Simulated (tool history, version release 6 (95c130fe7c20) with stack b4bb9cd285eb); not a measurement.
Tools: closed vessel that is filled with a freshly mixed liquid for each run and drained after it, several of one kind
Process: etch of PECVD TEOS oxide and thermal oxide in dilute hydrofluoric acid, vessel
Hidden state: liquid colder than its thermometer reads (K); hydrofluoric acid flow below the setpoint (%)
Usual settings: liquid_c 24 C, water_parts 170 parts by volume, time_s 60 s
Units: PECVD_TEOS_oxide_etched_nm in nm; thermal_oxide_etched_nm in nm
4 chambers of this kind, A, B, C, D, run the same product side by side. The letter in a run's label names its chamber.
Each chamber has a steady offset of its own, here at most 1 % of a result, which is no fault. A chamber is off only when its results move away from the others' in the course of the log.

run   hour  liquid_c  water_parts  time_s  hours since the thermometer was replaced  hours since the hydrofluoric acid flow meter was replaced  read-back film thickness of the PECVD TEOS oxide reference wafer, read on the same gauge (nm)  read-back film thickness of the thermal oxide reference wafer, read on the same gauge (nm)  PECVD_TEOS_oxide_etched_nm  thermal_oxide_etched_nm
 1A    3.5        24          170      60                                    1075.3                                                     1889.1                                                                                         99.978                                                                                      90.018                       7.871                   1.5475
 2B   10.7        24          170      60                                     345.9                                                      446.2                                                                                         99.966                                                                                      90.004                      7.8813                   1.5533
 3D   14.1        24          170      60                                    1651.5                                                      244.3                                                                                         100.01                                                                                      89.978                      7.8152                   1.5328
 4C   18.9        24          170      60                                     752.2                                                     1173.2                                                                                         99.994                                                                                      90.008                      7.8233                   1.5807
 5C   24.3        24          170      60                                     757.6                                                     1178.6                                                                                            100                                                                                      90.012                       7.768                   1.5638
 6B   31.5        24          170      60                                     366.7                                                        467                                                                                         100.01                                                                                      90.023                      7.8774                   1.5614
 7D   38.4        28          170      60                                    1675.8                                                      268.6                                                                                         99.998                                                                                      90.023                      9.1583                   1.7422
      42.5  -- chamber B: hydrofluoric acid flow meter replaced
 8A   44.6        28          170      60                                    1116.4                                                     1930.2                                                                                            100                                                                                      90.034                      9.0399                   1.8899
 9B   48.5        28          170      60                                     383.7                                                        6.1                                                                                         99.995                                                                                      89.994                       9.145                   1.8061
10A   52.5        28          170      60                                    1124.3                                                     1938.1                                                                                         99.991                                                                                      89.972                      9.0742                   1.7698
11C   58.8        24          170      60                                     792.1                                                     1213.1                                                                                         100.02                                                                                      90.024                      7.8248                   1.5599
12D   64.4        24          170      60                                    1701.8                                                      294.6                                                                                            100                                                                                      90.006                      7.8534                   1.6098
13B   71.8        24          170      60                                       407                                                       29.4                                                                                         100.01                                                                                      89.979                       7.901                   1.5589
14C   79.4        24          240      60                                     812.7                                                     1233.7                                                                                         100.02                                                                                      89.985                       5.132                  0.99829
15A     87        24          240      60                                    1158.8                                                     1972.6                                                                                         100.02                                                                                      90.023                      5.1081                  0.98132
16D   94.2        24          240      60                                    1731.6                                                      324.4                                                                                         99.996                                                                                       90.01                      5.1307                   1.0198
17C   99.8        24          240      60                                     833.1                                                     1254.1                                                                                            100                                                                                      90.031                      5.1198                  0.98546
18B    104        24          170      60                                     439.2                                                       61.6                                                                                         99.987                                                                                      90.029                      7.8989                   1.5582
19A  110.3        24          170      60                                    1182.1                                                     1995.9                                                                                         99.999                                                                                      89.993                      7.8419                   1.5377
20D  117.1        24          170      40                                    1754.5                                                      347.3                                                                                         99.989                                                                                      90.012                      5.2527                   1.0216
21A  123.8        24          170      40                                    1195.6                                                     2009.4                                                                                         99.997                                                                                      90.004                      5.1695                   1.0268
22C  127.1        24          170      40                                     860.4                                                     1281.4                                                                                         100.01                                                                                      89.972                      5.1577                   1.0181
23B  134.2        24          170      40                                     469.4                                                       91.8                                                                                         100.01                                                                                      90.007                      5.2422                   1.0504
24D  139.4        24          170      60                                    1776.8                                                      369.6                                                                                         100.01                                                                                      89.975                      7.8464                   1.5956

Next, every chamber runs the same settings. What will each give?
25A  144.9        24          170      60                                                                                                                                                                                                                                                                                                                           ?                        ?
25B  144.9        24          170      60                                                                                                                                                                                                                                                                                                                           ?                        ?
25C  144.9        24          170      60                                                                                                                                                                                                                                                                                                                           ?                        ?
25D  144.9        24          170      60                                                                                                                                                                                                                                                                                                                           ?                        ?

run  PECVD_TEOS_oxide_etched_nm  thermal_oxide_etched_nm
25A                      7.8512                   1.5618
25B                      7.9104                   1.5489
25C                      7.7955                   1.5757
25D                      7.8612                   1.5214

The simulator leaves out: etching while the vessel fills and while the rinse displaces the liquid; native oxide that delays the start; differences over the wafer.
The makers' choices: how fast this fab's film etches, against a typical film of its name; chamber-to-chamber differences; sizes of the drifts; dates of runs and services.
